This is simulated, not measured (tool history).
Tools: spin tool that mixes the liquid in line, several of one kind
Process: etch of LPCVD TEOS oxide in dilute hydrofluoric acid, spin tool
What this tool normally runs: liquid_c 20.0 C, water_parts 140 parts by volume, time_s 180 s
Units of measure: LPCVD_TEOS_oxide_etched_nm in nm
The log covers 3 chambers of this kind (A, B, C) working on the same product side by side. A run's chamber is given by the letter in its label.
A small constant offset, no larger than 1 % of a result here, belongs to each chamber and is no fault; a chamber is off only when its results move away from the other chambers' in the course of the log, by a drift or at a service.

| run | hour | liquid_c | water_parts | time_s | read-back film thickness of the LPCVD TEOS oxide reference wafer, read on the same gauge (nm) | LPCVD_TEOS_oxide_etched_nm |
|---|---|---|---|---|---|---|
| 1C | 5.9 | 20.0 | 140 | 180 | 29.968 | 25.969 |
| 2A | 12.9 | 20.0 | 140 | 180 | 30.001 | 26.078 |
| 3B | 25.5 | 20.0 | 140 | 180 | 29.989 | 26.511 |
| 4C | 38.6 | 20.0 | 140 | 180 | 30.010 | 26.623 |
| 5B | 45.0 | 20.0 | 140 | 180 | 29.982 | 26.099 |
| 6A | 58.0 | 20.0 | 140 | 180 | 30.032 | 26.369 |
| 7C | 66.4 | 20.0 | 140 | 180 | 30.033 | 26.465 |
| 8B | 76.8 | 20.0 | 140 | 180 | 29.992 | 26.376 |
| 9A | 88.3 | 20.0 | 140 | 180 | 30.016 | 26.150 |
|  | 89.2 | chamber B: thermometer replaced |
| 10A | 97.9 | 18.0 | 140 | 180 | 30.020 | 24.278 |
| 11C | 107.5 | 18.0 | 140 | 180 | 29.967 | 24.159 |
| 12B | 119.5 | 18.0 | 140 | 180 | 29.995 | 24.194 |
|  | 125.9 | chamber C: hydrofluoric acid flow meter replaced |
| 13A | 130.0 | 20.0 | 140 | 180 | 29.983 | 26.226 |
| 14B | 136.7 | 20.0 | 140 | 180 | 30.005 | 25.987 |
| 15C | 145.4 | 20.0 | 140 | 180 | 30.018 | 26.126 |
| 16B | 154.2 | 20.0 | 140 | 180 | 29.961 | 26.750 |
| 17A | 161.7 | 20.0 | 140 | 180 | 29.967 | 25.714 |
| 18C | 169.7 | 20.0 | 115 | 145 | 30.022 | 26.079 |
| 19A | 179.7 | 20.0 | 115 | 145 | 30.040 | 26.433 |
| 20B | 190.8 | 20.0 | 115 | 145 | 30.004 | 26.450 |
| 21C | 198.4 | 20.0 | 140 | 180 | 30.021 | 26.629 |
| 22B | 211.2 | 20.0 | 140 | 180 | 29.978 | 26.518 |
| 23A | 218.7 | 20.0 | 140 | 180 | 30.001 | 26.252 |
| 24C | 225.4 | 20.0 | 140 | 180 | 30.009 | 26.104 |
| 25A | 233.5 | 20.0 | 140 | 180 | 30.004 | 26.671 |
| 26C | 241.9 | 20.0 | 140 | 180 | 30.030 | 26.074 |
| 27B | 248.3 | 20.0 | 140 | 180 | 29.979 | 26.850 |
| 28A | 257.5 | 24.5 | 190 | 180 | 29.993 | 21.717 |
| 29B | 269.8 | 24.5 | 190 | 180 | 30.006 | 22.006 |
| 30C | 280.0 | 24.5 | 190 | 180 | 29.992 | 21.814 |
|  | 286.8 | chamber A: hydrofluoric acid flow meter replaced |
| 31B | 288.0 | 20.0 | 140 | 180 | 30.026 | 26.725 |
| 32C | 295.1 | 20.0 | 140 | 180 | 29.989 | 26.096 |
| 33A | 305.6 | 20.0 | 140 | 180 | 30.007 | 26.338 |
| 34A | 316.8 | 20.0 | 140 | 180 | 30.010 | 26.121 |
| 35C | 322.8 | 20.0 | 140 | 180 | 29.986 | 26.584 |
| 36B | 335.6 | 20.0 | 140 | 180 | 30.001 | 26.891 |
| 37C | 347.2 | 20.0 | 140 | 180 | 30.024 | 26.459 |
| 38A | 353.5 | 17.5 | 140 | 255 | 29.970 | 33.494 |
| 39B | 361.1 | 17.5 | 140 | 255 | 29.988 | 35.063 |
| 40A | 370.9 | 17.5 | 140 | 255 | 29.982 | 33.679 |
| 41C | 381.0 | 20.0 | 140 | 180 | 29.992 | 26.230 |
| 42B | 391.2 | 20.0 | 140 | 180 | 30.021 | 26.798 |
| 43A | 397.0 | 20.0 | 140 | 180 | 29.975 | 26.597 |
| 44C | 406.4 | 20.0 | 140 | 180 | 29.999 | 26.059 |

One chamber off, gauge drift, or nothing amiss beyond the chambers' own small offsets? If it is a chamber, which one, and what is the likeliest cause?

Little by little, chamber B moves away from the other chambers.
Cause: hydrofluoric acid flow above the setpoint (%) = 3.95.

Chamber B could run next with any of the 4 candidate recipes listed below; each alters the usual settings, and their results appear as question marks. Which one brings its results back in line with what the other chambers deliver on the usual settings?
In line here means within this much of the mean the other chambers give on the usual settings: LPCVD_TEOS_oxide_etched_nm 0.650 nm
| 45B-1 | 415.9 | 20.0 | 135 | 180 |  | ? |
| 45B-2 | 415.9 | 20.0 | 140 | 195 |  | ? |
| 45B-3 | 415.9 | 20.0 | 140 | 165 |  | ? |
| 45B-4 | 415.9 | 20.0 | 145 | 180 |  | ? |

The other chambers' mean on the usual settings: LPCVD_TEOS_oxide_etched_nm 26.230 nm
| run | LPCVD_TEOS_oxide_etched_nm |
|---|---|
| 45B-1 | 28.417 |
| 45B-2 | 29.542 |
| 45B-3 | 24.997 |
| 45B-4 | 26.204 |
Change 45B-4 lands the chamber within the allowed miss of the other chambers.

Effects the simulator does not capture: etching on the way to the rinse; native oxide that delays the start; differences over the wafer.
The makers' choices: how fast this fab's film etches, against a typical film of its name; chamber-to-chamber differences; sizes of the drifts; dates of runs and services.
